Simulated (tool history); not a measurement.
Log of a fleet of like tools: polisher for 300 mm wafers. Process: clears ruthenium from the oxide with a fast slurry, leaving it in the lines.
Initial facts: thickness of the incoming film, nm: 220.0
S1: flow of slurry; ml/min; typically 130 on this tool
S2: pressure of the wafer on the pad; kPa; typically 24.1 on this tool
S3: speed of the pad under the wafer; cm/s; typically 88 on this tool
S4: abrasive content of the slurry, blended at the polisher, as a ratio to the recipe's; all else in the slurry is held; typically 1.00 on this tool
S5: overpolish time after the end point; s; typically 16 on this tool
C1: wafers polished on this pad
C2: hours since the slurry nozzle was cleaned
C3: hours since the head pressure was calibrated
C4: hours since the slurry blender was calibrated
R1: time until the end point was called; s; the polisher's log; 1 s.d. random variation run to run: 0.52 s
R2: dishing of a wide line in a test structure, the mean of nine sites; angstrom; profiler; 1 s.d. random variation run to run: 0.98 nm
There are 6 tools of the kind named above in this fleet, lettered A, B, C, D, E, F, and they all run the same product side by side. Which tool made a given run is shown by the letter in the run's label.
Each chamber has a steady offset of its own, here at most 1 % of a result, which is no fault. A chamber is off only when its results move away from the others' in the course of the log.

run,hour,S1,S2,S3,S4,S5,C1,C2,C3,C4,R1,R2
# hour 1.9: chamber E: slurry blender recalibrated
1C,4.4,130,24.1,88,1.00,16,378,269.6,17.6,71.9,45.658,547.78
2F,10.0,130,24.1,88,1.00,16,175,506.9,509.6,22.6,45.529,550.08
# hour 11.0: chamber A: slurry blender recalibrated
# hour 12.9: chamber F: slurry nozzle cleaned
3E,13.8,130,24.1,88,1.00,16,843,528.2,1021.9,12.0,45.952,573.67
4B,18.5,130,24.1,88,1.00,16,494,352.0,304.5,244.6,45.552,544.83
# hour 21.1: chamber E: worn pad replaced by a new one
5D,22.2,130,24.1,88,1.00,16,973,448.8,476.1,309.6,45.958,536.02
# hour 22.3: chamber A: head pressure recalibrated
6A,25.2,130,24.1,88,1.00,16,522,428.9,2.9,14.2,45.865,558.11
7C,29.3,130,24.1,88,1.00,16,563,294.5,42.5,96.8,45.211,566.27
8E,34.8,130,24.1,88,1.00,16,102,549.2,1042.9,33.0,46.526,536.77
9A,38.4,130,24.1,88,1.00,16,620,442.1,16.1,27.4,45.763,561.77
# hour 38.9: chamber B: worn pad replaced by a new one
# hour 41.5: chamber D: worn pad replaced by a new one
# hour 43.2: chamber A: worn pad replaced by a new one
10B,44.7,165,24.1,88,1.00,16,43,378.2,330.7,270.8,44.474,561.84
11D,49.1,165,24.1,88,1.00,16,56,475.7,503.0,336.5,44.737,578.10
# hour 52.8: chamber E: slurry nozzle cleaned
12F,52.8,165,24.1,88,1.00,16,493,39.9,552.4,65.4,44.159,581.18
# hour 53.0: chamber D: slurry nozzle cleaned
13C,55.6,165,24.1,88,1.00,16,758,320.8,68.8,123.1,44.455,569.80
14D,60.6,165,24.1,88,1.00,16,142,7.6,514.5,348.0,44.017,580.21
# hour 61.7: chamber B: slurry nozzle cleaned
# hour 63.3: chamber E: head pressure recalibrated
15E,65.7,165,24.1,88,1.00,16,331,13.0,2.4,63.9,44.677,593.07
16B,71.3,130,24.1,102,1.00,16,241,9.7,357.3,297.4,39.197,623.84
17A,76.1,130,24.1,102,1.00,16,244,479.8,53.8,65.1,40.187,615.49
18F,81.4,130,24.1,102,1.00,16,706,68.5,581.0,94.0,40.095,622.34
19D,87.5,130,24.1,102,1.00,16,342,34.5,541.4,374.9,40.669,609.45
20C,90.7,130,24.1,102,1.00,16,1019,355.9,103.9,158.2,38.916,623.86
21B,94.6,130,24.1,102,1.00,16,414,33.0,380.6,320.7,39.066,627.82
22E,97.7,130,24.1,104,1.15,16,569,45.0,34.4,95.9,37.797,670.49
23F,103.0,130,24.1,104,1.15,16,866,90.1,602.6,115.6,37.190,670.33
# hour 105.1: chamber E: slurry blender recalibrated
24A,108.1,130,24.1,104,1.15,16,482,511.8,85.8,97.1,36.182,653.15
25B,111.0,130,24.1,104,1.15,16,536,49.4,397.0,337.1,36.216,649.20
# hour 112.8: chamber D: slurry blender recalibrated
26A,115.9,130,24.1,104,1.15,16,540,519.6,93.6,104.9,36.404,646.89
27F,118.8,130,24.1,104,1.15,16,984,105.9,618.4,131.4,37.129,669.08
# hour 121.4: chamber C: slurry nozzle cleaned
28C,123.6,130,24.1,88,1.00,10,1263,2.3,136.8,191.1,46.142,375.49
29E,128.5,130,24.1,88,1.00,10,798,75.8,65.2,23.4,46.312,384.97
30D,132.7,130,24.1,88,1.00,10,678,79.7,586.6,19.9,46.339,381.18
# hour 134.4: chamber B: worn pad replaced by a new one
31F,135.6,130,24.1,88,1.00,10,1109,122.7,635.2,148.2,46.136,368.14
32E,140.4,130,24.1,88,1.00,10,886,87.7,77.1,35.3,45.557,374.01
# hour 143.6: chamber E: worn pad replaced by a new one
33D,144.3,130,24.1,88,1.00,10,764,91.3,598.2,31.5,46.533,385.56
34C,148.0,130,24.1,88,1.00,16,1445,26.7,161.2,215.5,45.544,545.27
# hour 151.4: chamber C: worn pad replaced by a new one
35B,153.0,130,24.1,88,1.00,16,138,91.4,439.0,379.1,46.205,548.60
# hour 158.0: chamber A: worn pad replaced by a new one
36A,158.3,105,24.1,88,0.75,16,2,562.0,136.0,147.3,54.771,477.05
37E,163.4,105,24.1,88,0.75,16,147,110.7,100.1,58.3,56.096,481.56
38C,168.3,105,24.1,88,0.75,16,125,47.0,181.5,235.8,54.815,456.06
# hour 170.6: chamber B: slurry blender recalibrated
39B,174.0,105,24.1,88,0.75,16,294,112.4,460.0,3.4,55.719,472.12
40F,179.7,105,24.1,88,0.75,16,1436,166.8,679.3,192.3,55.821,468.44

Predict what each chamber gives when all 6 of them run the settings below next.
41A,184.2,130,24.1,88,1.00,16,,,,,?,?
41B,184.2,130,24.1,88,1.00,16,,,,,?,?
41C,184.2,130,24.1,88,1.00,16,,,,,?,?
41D,184.2,130,24.1,88,1.00,16,,,,,?,?
41E,184.2,130,24.1,88,1.00,16,,,,,?,?
41F,184.2,130,24.1,88,1.00,16,,,,,?,?

run,R1,R2
41A,45.975,554.77
41B,45.559,557.69
41C,45.616,554.10
41D,46.516,548.02
41E,46.488,546.92
41F,46.057,571.80

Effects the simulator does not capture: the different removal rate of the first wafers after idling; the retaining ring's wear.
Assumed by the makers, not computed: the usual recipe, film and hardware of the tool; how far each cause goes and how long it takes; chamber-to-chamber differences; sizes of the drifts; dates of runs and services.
